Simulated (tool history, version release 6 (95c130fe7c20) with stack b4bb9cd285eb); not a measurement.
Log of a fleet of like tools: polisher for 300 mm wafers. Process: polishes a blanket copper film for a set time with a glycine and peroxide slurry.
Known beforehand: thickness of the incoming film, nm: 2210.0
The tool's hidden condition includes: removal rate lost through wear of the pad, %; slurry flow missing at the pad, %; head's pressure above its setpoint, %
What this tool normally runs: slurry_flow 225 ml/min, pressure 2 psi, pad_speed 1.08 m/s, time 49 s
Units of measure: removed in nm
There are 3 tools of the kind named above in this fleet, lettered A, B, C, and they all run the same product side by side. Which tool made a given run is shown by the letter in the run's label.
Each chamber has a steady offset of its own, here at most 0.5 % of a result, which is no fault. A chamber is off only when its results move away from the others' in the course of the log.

run   hour  slurry_flow  pressure  pad_speed  time  wafers polished on this pad  hours since the slurry nozzle was cleaned  hours since the head pressure was calibrated  removed
       4.9  -- chamber C: worn pad replaced by a new one
 1A   12.5          225         2       1.08    49                          504                                       48.1                                         663.2   208.65
 2B   20.7          225         2       1.08    49                          961                                      214.9                                         788.9   214.37
 3C     34          225         2       1.08    49                          470                                      428.2                                           659   214.02
 4A   40.4          225         2       1.08    49                          954                                         76                                         691.1    208.8
 5B   53.8          225       1.4       1.08    42                         1495                                        248                                           822    139.4
      56.8  -- chamber A: worn pad replaced by a new one
        57  -- chamber B: worn pad replaced by a new one
 6C   61.5          225       1.4       1.08    42                          913                                      455.7                                         686.5   141.71
 7A   70.2          225       1.4       1.08    42                          216                                      105.8                                         720.9   142.96
      78.8  -- chamber C: worn pad replaced by a new one
 8B   84.6          225         2       1.08    49                          446                                      278.8                                         852.8   213.18
 9C   92.5          225         2       1.08    49                          221                                      486.7                                         717.5   214.82
       102  -- chamber B: slurry nozzle cleaned
10C  106.8          225         2       1.08    49                          452                                        501                                         731.8   215.63
11B  119.7          150         2       1.08    49                         1012                                       17.8                                         887.9   206.79
     126.8  -- chamber A: worn pad replaced by a new one
12A  129.3          150         2       1.08    49                           40                                      164.9                                           780   201.53
     135.8  -- chamber B: head pressure recalibrated
       137  -- chamber C: worn pad replaced by a new one
13A  143.9          150         2       1.08    49                          275                                      179.5                                         794.6    202.8
     144.8  -- chamber B: worn pad replaced by a new one
     148.7  -- chamber C: head pressure recalibrated
14C  155.6          225         2       1.08    49                          300                                      549.8                                             7   215.73
15B  165.8          225         2       1.08    49                          339                                       63.9                                          30.1    229.3
16A  177.7          225         2       1.08    49                          821                                      213.3                                         828.4   210.43
     189.2  -- chamber A: worn pad replaced by a new one
17B  189.8          225         2       1.08    49                          726                                       87.9                                          54.1   232.15
18C  197.8          225         2       1.08    49                          980                                        592                                          49.2   213.84
19B  206.7          225         2       1.08    49                          999                                      104.8                                            71   230.62
     212.7  -- chamber C: worn pad replaced by a new one
20C  217.2          225         2       1.08    49                           72                                      611.4                                          68.6   215.32
21A  229.1          225         2       1.08    49                          645                                      264.7                                         879.8   214.28
     229.5  -- chamber B: worn pad replaced by a new one
     233.4  -- chamber A: slurry nozzle cleaned
22C  242.7          225         2       1.08    49                          484                                      636.9                                          94.1   211.35
23A  255.1          225         2       1.08    49                         1064                                       21.8                                         905.8   214.95
     265.9  -- chamber A: worn pad replaced by a new one
24B    269          225       2.2       1.08    64                          637                                      167.1                                         133.3    336.2
     273.3  -- chamber C: worn pad replaced by a new one
25C  277.2          225       2.2       1.08    64                           63                                      671.4                                         128.6   302.39
26B  284.6          225       2.2       1.08    64                          889                                      182.7                                         148.9   324.74
27A  295.3          225         2       1.32    62                          474                                         62                                           946   315.35
28A  307.7          225         2       1.32    62                          674                                       74.4                                         958.4   315.63
29C  322.3          225         2       1.32    62                          791                                      716.5                                         173.7    317.2
     327.6  -- chamber B: worn pad replaced by a new one
30B  336.5          225         2       1.08    49                          145                                      234.6                                         200.8      231

The same settings go to every chamber for the next run, one line per chamber below. Forecast the results for each:
31A  346.9          225         2       1.08    55                                                                                                                              ?
31B  346.9          225         2       1.08    55                                                                                                                              ?
31C  346.9          225         2       1.08    55                                                                                                                              ?

run  removed
31A      238
31B   259.97
31C    242.9

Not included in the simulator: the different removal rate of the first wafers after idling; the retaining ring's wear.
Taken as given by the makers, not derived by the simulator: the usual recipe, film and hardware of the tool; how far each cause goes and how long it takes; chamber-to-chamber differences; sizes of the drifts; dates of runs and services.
